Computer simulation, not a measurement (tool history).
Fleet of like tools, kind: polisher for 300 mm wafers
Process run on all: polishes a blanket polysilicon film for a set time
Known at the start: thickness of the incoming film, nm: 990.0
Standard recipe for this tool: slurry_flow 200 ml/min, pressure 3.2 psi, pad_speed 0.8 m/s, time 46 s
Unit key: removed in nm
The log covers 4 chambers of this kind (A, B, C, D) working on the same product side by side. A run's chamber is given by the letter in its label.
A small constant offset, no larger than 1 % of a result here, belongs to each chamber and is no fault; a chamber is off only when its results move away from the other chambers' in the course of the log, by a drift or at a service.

| run | hour | slurry_flow | pressure | pad_speed | time | removed |
|---|---|---|---|---|---|---|
|  | 4.9 | chamber C: worn pad replaced by a new one |
| 1C | 8.9 | 200 | 3.2 | 0.8 | 46 | 326.65 |
| 2D | 15.6 | 200 | 3.2 | 0.8 | 46 | 325.6 |
|  | 17.5 | chamber D: worn pad replaced by a new one |
|  | 25 | chamber A: head pressure recalibrated |
| 3A | 25.7 | 200 | 3.2 | 0.8 | 46 | 325.29 |
|  | 28.2 | chamber B: worn pad replaced by a new one |
| 4B | 36.5 | 200 | 3.2 | 0.8 | 46 | 317.79 |
|  | 38.6 | chamber A: worn pad replaced by a new one |
| 5A | 44.4 | 200 | 3.2 | 0.8 | 46 | 318.42 |
| 6C | 51.4 | 200 | 3.2 | 0.8 | 46 | 327.51 |
|  | 54.4 | chamber C: worn pad replaced by a new one |
| 7B | 64 | 200 | 3.2 | 0.8 | 46 | 322.4 |
| 8D | 71 | 200 | 3.2 | 0.8 | 46 | 320.98 |
|  | 77.4 | chamber B: worn pad replaced by a new one |
| 9B | 83.3 | 200 | 2.2 | 0.8 | 38 | 181.54 |
|  | 87.4 | chamber A: slurry nozzle cleaned |
|  | 90.7 | chamber A: worn pad replaced by a new one |
| 10D | 92.6 | 200 | 2.2 | 0.8 | 38 | 185.76 |
| 11A | 101.7 | 200 | 2.2 | 0.8 | 38 | 184.33 |
|  | 101.8 | chamber D: worn pad replaced by a new one |
|  | 107.2 | chamber C: worn pad replaced by a new one |
| 12C | 110.3 | 200 | 2.2 | 0.8 | 38 | 184.17 |
| 13D | 124.4 | 200 | 3.2 | 0.8 | 46 | 323.15 |
|  | 130.9 | chamber B: worn pad replaced by a new one |
| 14C | 136.7 | 200 | 3.2 | 0.8 | 46 | 325.59 |
|  | 145.6 | chamber A: worn pad replaced by a new one |
| 15B | 147.4 | 200 | 3.2 | 0.8 | 46 | 323.52 |
|  | 153.9 | chamber C: worn pad replaced by a new one |
| 16A | 158.3 | 200 | 3.2 | 0.54 | 39 | 190.35 |
|  | 163.6 | chamber C: slurry nozzle cleaned |
|  | 171.3 | chamber D: worn pad replaced by a new one |
| 17D | 172.4 | 200 | 3.2 | 0.54 | 39 | 184.63 |
| 18B | 179.7 | 200 | 3.2 | 0.54 | 39 | 185.34 |
|  | 181.5 | chamber B: worn pad replaced by a new one |
| 19A | 187.2 | 200 | 3.2 | 0.54 | 39 | 188.44 |
|  | 190.5 | chamber A: worn pad replaced by a new one |
| 20C | 195.7 | 200 | 3.2 | 0.8 | 46 | 331.45 |
| 21D | 206.8 | 200 | 3.2 | 0.8 | 46 | 322.38 |
|  | 207.7 | chamber C: worn pad replaced by a new one |
| 22B | 216 | 200 | 3.2 | 0.8 | 46 | 320.57 |
| 23C | 230.3 | 200 | 3.2 | 0.8 | 46 | 322.13 |
|  | 238.5 | chamber C: head pressure recalibrated |
|  | 240 | chamber B: worn pad replaced by a new one |
|  | 242 | chamber A: worn pad replaced by a new one |
| 24A | 244.4 | 200 | 3.2 | 0.8 | 46 | 323.13 |
| 25C | 252 | 165 | 3.2 | 0.8 | 46 | 314.26 |
| 26B | 261.2 | 165 | 3.2 | 0.8 | 46 | 320.69 |

Is one chamber out of step, is the gauge drifting, or do the chambers differ by no more than their own small offsets? For an off chamber, give its letter and the likeliest cause.

No chamber is off and the gauge is stable; the differences are just each chamber's small, constant offset.

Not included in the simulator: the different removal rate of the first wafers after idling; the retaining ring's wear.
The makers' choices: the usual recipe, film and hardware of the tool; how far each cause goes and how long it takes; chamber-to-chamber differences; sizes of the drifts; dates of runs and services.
